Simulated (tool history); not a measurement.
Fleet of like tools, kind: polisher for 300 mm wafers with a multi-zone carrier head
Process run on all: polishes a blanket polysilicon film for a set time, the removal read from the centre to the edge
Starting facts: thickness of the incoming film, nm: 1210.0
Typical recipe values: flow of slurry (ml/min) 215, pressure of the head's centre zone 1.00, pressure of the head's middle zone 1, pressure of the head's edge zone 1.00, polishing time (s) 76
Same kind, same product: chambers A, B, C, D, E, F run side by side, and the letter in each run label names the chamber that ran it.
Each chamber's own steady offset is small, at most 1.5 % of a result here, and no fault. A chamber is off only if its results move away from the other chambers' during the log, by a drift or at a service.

| run | hour | flow of slurry (ml/min) | pressure of the head's centre zone | pressure of the head's middle zone | pressure of the head's edge zone | polishing time (s) | wafers polished on this pad | hours since the slurry nozzle was cleaned | hours since the centre zone pressure was calibrated | hours since the edge zone pressure was calibrated | film removed at the wafer's centre (Å) | film removed at mid-radius (Å) | film removed at the wafer's edge (Å) |
|---|---|---|---|---|---|---|---|---|---|---|---|---|---|
|  | 0.9 | chamber B: worn pad replaced by a new one |
| 1A | 6.3 | 215 | 1.00 | 1 | 1.00 | 76 | 219 | 217.4 | 734.0 | 827.7 | 3529.7 | 3474.0 | 3670.4 |
| 2D | 14.1 | 215 | 1.00 | 1 | 1.00 | 76 | 306 | 623.6 | 720.9 | 363.9 | 3598.3 | 3591.3 | 3573.0 |
| 3C | 18.8 | 215 | 1.00 | 1 | 1.00 | 76 | 739 | 209.4 | 617.7 | 518.7 | 3550.3 | 3594.3 | 3723.0 |
|  | 22.7 | chamber A: edge zone pressure recalibrated |
| 4E | 22.8 | 215 | 1.00 | 1 | 1.00 | 76 | 348 | 395.7 | 171.4 | 875.2 | 3574.8 | 3491.0 | 3494.3 |
| 5F | 26.6 | 215 | 1.00 | 1 | 1.00 | 76 | 673 | 168.5 | 203.1 | 1222.8 | 3545.7 | 3551.1 | 3556.7 |
| 6B | 32.1 | 215 | 1.00 | 1 | 1.00 | 76 | 309 | 45.8 | 1297.6 | 290.1 | 3639.0 | 3580.6 | 3583.8 |
| 7D | 36.2 | 215 | 1.00 | 1 | 1.00 | 76 | 525 | 645.7 | 743.0 | 386.0 | 3603.9 | 3581.7 | 3482.4 |
|  | 39.1 | chamber C: worn pad replaced by a new one |
|  | 41.8 | chamber E: edge zone pressure recalibrated |
| 8C | 42.2 | 215 | 1.00 | 1 | 1.00 | 76 | 30 | 232.8 | 641.1 | 542.1 | 3461.7 | 3531.1 | 3656.6 |
|  | 44.5 | chamber E: worn pad replaced by a new one |
| 9E | 48.8 | 215 | 1.00 | 1 | 1.00 | 76 | 42 | 421.7 | 197.4 | 7.0 | 3499.6 | 3598.8 | 3518.0 |
|  | 50.4 | chamber F: worn pad replaced by a new one |
| 10F | 55.4 | 215 | 1.00 | 1 | 1.00 | 76 | 49 | 197.3 | 231.9 | 1251.6 | 3600.6 | 3579.2 | 3556.4 |
|  | 61.6 | chamber D: worn pad replaced by a new one |
| 11A | 61.7 | 215 | 1.00 | 1 | 1.00 | 76 | 767 | 272.8 | 789.4 | 39.0 | 3564.4 | 3613.6 | 3678.6 |
|  | 65.6 | chamber F: edge zone pressure recalibrated |
| 12B | 65.7 | 215 | 1.00 | 1 | 1.00 | 76 | 641 | 79.4 | 1331.2 | 323.7 | 3616.8 | 3628.9 | 3516.4 |
|  | 70.1 | chamber D: centre zone pressure recalibrated |
| 13C | 73.0 | 215 | 1.00 | 1 | 1.00 | 76 | 335 | 263.6 | 671.9 | 572.9 | 3609.9 | 3564.5 | 3618.3 |
|  | 74.9 | chamber B: worn pad replaced by a new one |
| 14E | 76.6 | 215 | 1.00 | 1 | 1.00 | 93 | 317 | 449.5 | 225.2 | 34.8 | 4387.1 | 4390.2 | 4361.5 |
| 15B | 80.7 | 215 | 1.00 | 1 | 1.00 | 93 | 57 | 94.4 | 1346.2 | 338.7 | 4341.8 | 4318.5 | 4337.7 |
| 16A | 86.6 | 215 | 1.00 | 1 | 1.00 | 93 | 1014 | 297.7 | 814.3 | 63.9 | 4300.0 | 4328.3 | 4416.3 |
|  | 92.6 | chamber A: worn pad replaced by a new one |
| 17F | 93.9 | 215 | 1.00 | 1 | 1.00 | 93 | 430 | 235.8 | 270.4 | 28.3 | 4389.6 | 4374.7 | 4224.3 |
| 18D | 99.5 | 215 | 1.00 | 1 | 1.00 | 93 | 375 | 709.0 | 29.5 | 449.3 | 4435.2 | 4473.5 | 4398.3 |
|  | 100.9 | chamber E: worn pad replaced by a new one |
|  | 105.7 | chamber D: slurry nozzle cleaned |
| 19D | 106.3 | 215 | 1.00 | 1 | 1.00 | 93 | 442 | 0.6 | 36.3 | 456.1 | 4412.5 | 4506.8 | 4304.4 |
|  | 108.6 | chamber C: slurry nozzle cleaned |
|  | 110.2 | chamber F: centre zone pressure recalibrated |
|  | 112.4 | chamber A: slurry nozzle cleaned |
| 20A | 114.2 | 215 | 1.00 | 1 | 1.00 | 76 | 214 | 1.8 | 841.9 | 91.5 | 3551.8 | 3621.8 | 3529.1 |
|  | 119.7 | chamber B: centre zone pressure recalibrated |
| 21E | 122.4 | 215 | 1.00 | 1 | 1.00 | 76 | 213 | 495.3 | 271.0 | 80.6 | 3502.2 | 3603.1 | 3648.9 |
|  | 128.4 | chamber C: worn pad replaced by a new one |
| 22F | 129.0 | 215 | 1.00 | 1 | 1.00 | 76 | 777 | 270.9 | 18.8 | 63.4 | 3537.7 | 3684.7 | 3468.2 |
|  | 130.2 | chamber F: worn pad replaced by a new one |
|  | 133.3 | chamber D: worn pad replaced by a new one |
| 23C | 134.0 | 215 | 1.00 | 1 | 1.00 | 76 | 55 | 25.4 | 732.9 | 633.9 | 3377.9 | 3463.5 | 3557.8 |
|  | 135.1 | chamber B: worn pad replaced by a new one |
| 24B | 138.9 | 215 | 1.00 | 1 | 1.00 | 76 | 38 | 152.6 | 19.3 | 396.9 | 3541.6 | 3498.4 | 3634.3 |
| 25B | 146.2 | 215 | 1.00 | 1 | 1.00 | 76 | 110 | 159.9 | 26.6 | 404.2 | 3569.6 | 3570.5 | 3536.0 |
| 26A | 153.6 | 215 | 1.00 | 1 | 1.00 | 76 | 604 | 41.2 | 881.3 | 130.9 | 3583.0 | 3533.6 | 3627.5 |
|  | 157.9 | chamber E: worn pad replaced by a new one |
| 27C | 159.5 | 215 | 1.00 | 1 | 1.00 | 76 | 308 | 50.9 | 758.4 | 659.4 | 3252.9 | 3528.7 | 3683.6 |
| 28E | 163.7 | 215 | 1.00 | 1 | 1.00 | 76 | 57 | 536.6 | 312.3 | 121.9 | 3598.8 | 3491.5 | 3564.8 |
| 29D | 168.5 | 215 | 1.00 | 1 | 1.00 | 76 | 348 | 62.8 | 98.5 | 518.3 | 3623.0 | 3622.2 | 3583.5 |
| 30F | 176.2 | 215 | 1.00 | 1 | 1.00 | 76 | 455 | 318.1 | 66.0 | 110.6 | 3535.2 | 3592.7 | 3528.3 |
| 31E | 183.5 | 215 | 1.07 | 1 | 1.00 | 95 | 253 | 556.4 | 332.1 | 141.7 | 4697.7 | 4526.9 | 4497.8 |
| 32B | 187.6 | 215 | 1.07 | 1 | 1.00 | 95 | 520 | 201.3 | 68.0 | 445.6 | 4668.4 | 4452.4 | 4468.7 |
| 33F | 194.5 | 215 | 1.07 | 1 | 1.00 | 95 | 636 | 336.4 | 84.3 | 128.9 | 4901.6 | 4497.9 | 4426.8 |
|  | 199.7 | chamber A: worn pad replaced by a new one |
| 34C | 199.8 | 215 | 1.07 | 1 | 1.00 | 95 | 707 | 91.2 | 798.7 | 699.7 | 4259.9 | 4518.7 | 4489.2 |
|  | 200.7 | chamber D: worn pad replaced by a new one |
| 35D | 204.7 | 215 | 1.07 | 1 | 1.00 | 95 | 39 | 99.0 | 134.7 | 554.5 | 4782.3 | 4524.1 | 4527.8 |
| 36A | 210.1 | 215 | 1.07 | 1 | 1.00 | 95 | 103 | 97.7 | 937.8 | 187.4 | 4785.4 | 4479.4 | 4537.2 |
|  | 217.9 | chamber F: worn pad replaced by a new one |
| 37A | 217.9 | 215 | 1.00 | 1 | 1.00 | 76 | 180 | 105.5 | 945.6 | 195.2 | 3571.4 | 3569.8 | 3580.4 |
| 38F | 224.0 | 215 | 1.00 | 1 | 1.00 | 76 | 60 | 365.9 | 113.8 | 158.4 | 3583.0 | 3617.4 | 3518.1 |

Is one chamber out of step, is the gauge drifting, or do the chambers differ by no more than their own small offsets? For an off chamber, give its letter and the likeliest cause.

Chamber C drifts away from the others.
Likeliest cause: centre zone's pressure below its setpoint, % = 11.6.

Which of the 4 candidates below, each the usual settings with something changed and its results left as question marks, puts chamber C back in line with what the other chambers give on the usual settings?
In line means no further than this from the other chambers' mean on the usual settings: film removed at the wafer's centre (Å) 140.0; film removed at mid-radius (Å) 160.0; film removed at the wafer's edge (Å) 160.0
| 39C-1 | 230.0 | 210 | 0.95 | 1.00 | 1.02 | 76 |  |  |  |  | ? | ? | ? |
| 39C-2 | 230.0 | 205 | 0.90 | 1.01 | 1.04 | 75 |  |  |  |  | ? | ? | ? |
| 39C-3 | 230.0 | 225 | 1.12 | 0.99 | 0.95 | 77 |  |  |  |  | ? | ? | ? |
| 39C-4 | 230.0 | 220 | 1.05 | 1.00 | 0.98 | 76 |  |  |  |  | ? | ? | ? |

Average result of the remaining chambers running the usual settings: film removed at the wafer's centre (Å) 3554.8; film removed at mid-radius (Å) 3578.8; film removed at the wafer's edge (Å) 3559.9
| run | film removed at the wafer's centre (Å) | film removed at mid-radius (Å) | film removed at the wafer's edge (Å) |
|---|---|---|---|
| 39C-1 | 2890.6 | 3533.4 | 3625.8 |
| 39C-2 | 2674.7 | 3507.6 | 3605.9 |
| 39C-3 | 3551.2 | 3577.1 | 3564.0 |
| 39C-4 | 3253.8 | 3553.7 | 3566.6 |
39C-3 is the one that brings the chamber's results back in line with the other chambers.
